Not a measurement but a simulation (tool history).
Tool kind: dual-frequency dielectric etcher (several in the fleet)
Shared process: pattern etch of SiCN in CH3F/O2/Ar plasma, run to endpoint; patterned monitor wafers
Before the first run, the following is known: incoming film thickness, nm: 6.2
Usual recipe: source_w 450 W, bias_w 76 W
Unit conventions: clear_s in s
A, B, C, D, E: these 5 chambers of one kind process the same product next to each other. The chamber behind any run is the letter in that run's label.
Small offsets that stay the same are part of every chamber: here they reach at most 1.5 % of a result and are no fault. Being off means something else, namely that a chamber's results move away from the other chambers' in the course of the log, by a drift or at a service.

run   hour  source_w  bias_w  clear_s
 1A    5.7       450      76   15.461
 2E   12.4       450      76   15.372
 3B   19.1       450      76   15.762
 4D   23.7       450      76   15.564
 5C   27.4       450      76   15.492
 6A   33.8       500      89   14.109
 7C   37.8       500      89   14.033
 8D   41.3       500      89    14.16
 9B   46.8       500      89   14.346
10E   53.7       500      89   13.951
11E   61.2       450      76   15.596
12C   68.1       450      76   15.456
13A   71.8       450      76   15.556
14B   75.8       450      76    15.68
15D   82.7       450      76   15.397
16E   87.7       450      76   15.541
17A   91.1       450      76   15.514
18C   96.8       450      76    15.27
19B  103.6       450      76   15.725
20D  107.3       450      76   15.407
21D  115.1       450      76   15.371
22B  119.8       550      76   14.627
23C  123.5       550      76   14.264
24E  130.8       550      76   14.085
25A  135.3       550      76   14.372
26A  142.6       550      76   14.242
27B  149.9       450      76   15.492
28C  157.8       450      76   15.436
29E  161.4       450      76   15.156
30D  168.8       450      76   15.413
       173  -- chamber D: wet clean of the chamber
31B    176       450      76   15.609
32C  181.7       450      76   15.307
33E  185.4       500      69    15.29
34D  190.9       500      69   15.541

Next, all 5 chambers run the settings below, one line each with question marks for the results. What does each chamber give?
35A  196.5       450      92        ?
35B  196.5       450      92        ?
35C  196.5       450      92        ?
35D  196.5       450      92        ?
35E  196.5       450      92        ?

run  clear_s
35A   14.546
35B   14.494
35C   14.345
35D   14.647
35E   14.278
